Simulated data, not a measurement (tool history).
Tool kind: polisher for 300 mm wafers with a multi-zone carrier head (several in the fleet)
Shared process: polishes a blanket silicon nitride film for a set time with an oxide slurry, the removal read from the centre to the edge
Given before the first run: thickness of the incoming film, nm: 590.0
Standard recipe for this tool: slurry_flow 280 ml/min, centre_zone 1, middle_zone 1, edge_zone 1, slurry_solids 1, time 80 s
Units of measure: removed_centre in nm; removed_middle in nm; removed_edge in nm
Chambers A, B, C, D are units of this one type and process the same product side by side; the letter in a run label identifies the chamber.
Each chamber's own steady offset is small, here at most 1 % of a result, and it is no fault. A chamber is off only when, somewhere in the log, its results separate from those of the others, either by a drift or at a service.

run   hour  slurry_flow  centre_zone  middle_zone  edge_zone  slurry_solids  time  removed_centre  removed_middle  removed_edge
 1B     11          280            1            1          1              1    80          63.397          64.092        64.934
 2C   27.2          280            1            1          1              1    80          64.352           65.28        64.856
 3A   35.5          280            1            1          1              1    80          65.512          64.384        63.924
      42.6  -- chamber A: worn pad replaced by a new one
 4D   45.2          280            1            1          1              1    80          65.218          63.291        63.946
      50.5  -- chamber B: worn pad replaced by a new one
 5D   57.7          280            1            1          1              1    80          64.828          64.655        64.964
 6C   67.5          280            1            1          1              1    80          64.745          65.028        63.229
 7A     76          280            1            1          1              1    80          64.753          64.406        65.252
      84.4  -- chamber D: worn pad replaced by a new one
 8B   84.7          280            1            1          1              1    80          63.924          63.532        63.333
 9D  100.9          280            1            1          1              1    80           62.92          63.599        63.942
     107.4  -- chamber C: centre zone pressure recalibrated
10C    109          280            1            1          1            0.8    90          63.864          63.154        63.778
11A  116.4          280            1            1          1            0.8    90          63.026          64.404        66.284
12B  128.4          280            1            1          1            0.8    90          64.739          65.106        66.458
13D  137.1          280            1            1          1            0.8    90          65.725          65.583        65.681
14B  149.8          280            1            1       1.07              1    80          63.448          64.429        67.303
     159.5  -- chamber D: edge zone pressure recalibrated
     162.5  -- chamber A: centre zone pressure recalibrated
15A    164          280            1            1       1.07              1    80          64.455          62.853        66.109
     168.9  -- chamber D: centre zone pressure recalibrated
     170.8  -- chamber B: centre zone pressure recalibrated
16C  179.9          280            1            1       1.07              1    80          61.703          61.754         63.47
17D  192.6          280            1            1       1.07              1    80          63.459           64.39        66.215
     199.4  -- chamber A: worn pad replaced by a new one
     200.3  -- chamber A: slurry nozzle cleaned
18C  208.5          280            1            1          1              1    80          61.565          60.085        60.401
       210  -- chamber C: edge zone pressure recalibrated
     211.5  -- chamber D: worn pad replaced by a new one
19B  215.6          280            1            1          1              1    80          64.333          64.275        64.887
       222  -- chamber B: worn pad replaced by a new one
20A  228.5          280            1            1          1              1    80          61.827          64.282        64.958
21A    236          280            1            1          1              1    80          63.691          62.835          63.3
22D  244.9          280            1            1          1              1    80          64.086          64.417        64.609
23B  252.4          280            1            1          1              1    80          63.428          63.518        65.969
24C  265.4          280            1            1          1              1    80          58.784           60.05        57.184
25D    276          280            1            1          1              1    80          64.372          64.385        64.912
26B    283          280            1            1          1              1    80          63.696          63.725        65.101
27C  290.6          280            1         0.89          1            0.8    80          51.925          47.599        51.063
28A  305.6          280            1         0.89          1            0.8    80          59.199          51.502        57.758
29A  313.1          280            1         0.89          1            0.8    80          57.579          51.749        57.113
30B  322.6          280            1         0.89          1            0.8    80          57.128          51.609        58.436

The same settings go to every chamber for the next run, one line per chamber below. Forecast the results for each:
31A  334.2          280            1            1          1              1    80               ?               ?             ?
31B  334.2          280            1            1          1              1    80               ?               ?             ?
31C  334.2          280            1            1          1              1    80               ?               ?             ?
31D  334.2          280            1            1          1              1    80               ?               ?             ?

run  removed_centre  removed_middle  removed_edge
31A          65.609          63.389        64.955
31B          64.969          63.669        64.772
31C          56.267          56.713        57.311
31D          63.901          64.045        65.358
